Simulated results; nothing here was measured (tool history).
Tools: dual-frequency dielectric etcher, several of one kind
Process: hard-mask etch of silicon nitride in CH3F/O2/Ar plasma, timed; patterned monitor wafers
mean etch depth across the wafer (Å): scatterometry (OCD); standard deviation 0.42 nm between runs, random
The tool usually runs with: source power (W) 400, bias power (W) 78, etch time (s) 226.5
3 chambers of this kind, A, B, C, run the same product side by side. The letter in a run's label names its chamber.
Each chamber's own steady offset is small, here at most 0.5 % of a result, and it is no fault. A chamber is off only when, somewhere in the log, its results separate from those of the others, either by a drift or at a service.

run,hour,source power (W),bias power (W),etch time (s),"read-back reference wafer on the same gauge, depth_nm",mean etch depth across the wafer (Å)
1C,7.6,400,78,226.5,172.09,1626.9
2A,12.7,400,78,226.5,171.89,1640.6
3B,18.8,400,78,226.5,171.98,1638.1
4A,23.9,400,78,226.5,172.06,1641.2
5B,30.2,400,78,226.5,172.00,1634.9
6C,35.0,400,78,226.5,172.00,1632.2
# hour 38.4: chamber C: source power generator calibrated
7A,44.1,400,78,226.5,171.98,1639.6
8C,49.4,400,78,226.5,172.01,1636.8
9B,56.9,400,78,226.5,172.11,1635.0
10A,64.0,400,78,226.5,172.14,1634.1
11B,72.7,400,71,262.5,171.98,1837.9
12C,80.3,400,71,262.5,172.10,1833.2
13C,88.9,400,71,262.5,172.04,1834.9
14A,95.9,400,78,226.5,172.09,1632.7
15B,102.9,400,78,226.5,172.12,1634.7
16A,112.3,400,78,226.5,172.08,1634.8
17C,118.6,400,78,226.5,171.95,1649.6
# hour 127.4: chamber B: wet clean of the chamber
18B,127.5,400,78,226.5,171.91,1632.2
19C,132.2,400,78,226.5,171.91,1639.4
20B,137.5,400,78,226.5,172.01,1643.4
21A,142.0,400,78,226.5,172.02,1645.2
22B,150.8,400,78,226.5,172.05,1637.4
23A,158.9,400,78,226.5,171.91,1639.3
24C,168.1,400,78,226.5,172.04,1646.3
25A,177.4,400,78,226.5,171.99,1631.3
26C,183.6,400,78,226.5,172.04,1655.7
27B,188.4,400,78,226.5,172.08,1644.1
28C,195.3,400,78,226.5,172.10,1647.4
29B,199.7,400,78,226.5,172.01,1634.4
30A,204.6,400,97,226.5,172.06,1769.8
31B,210.7,400,97,226.5,172.01,1769.1
32A,218.2,400,97,226.5,171.97,1777.0
33C,222.4,400,78,226.5,172.03,1650.9
34A,228.9,360,60,226.5,171.98,1428.7
35B,235.1,360,60,226.5,171.93,1441.1
36C,240.3,360,60,226.5,171.89,1460.1
37C,244.7,470,62,226.5,172.07,1639.2
38B,250.7,470,62,226.5,171.99,1611.5
39A,257.1,470,62,226.5,172.10,1611.2
40A,263.7,360,78,226.5,171.91,1577.2
41B,271.1,360,78,226.5,171.95,1572.2
42C,275.4,360,78,226.5,171.94,1595.8

Next, every chamber runs the same settings. What will each give?
43A,282.3,400,78,226.5,,?
43B,282.3,400,78,226.5,,?
43C,282.3,400,78,226.5,,?

run,mean etch depth across the wafer (Å)
43A,1635.6
43B,1627.5
43C,1673.5
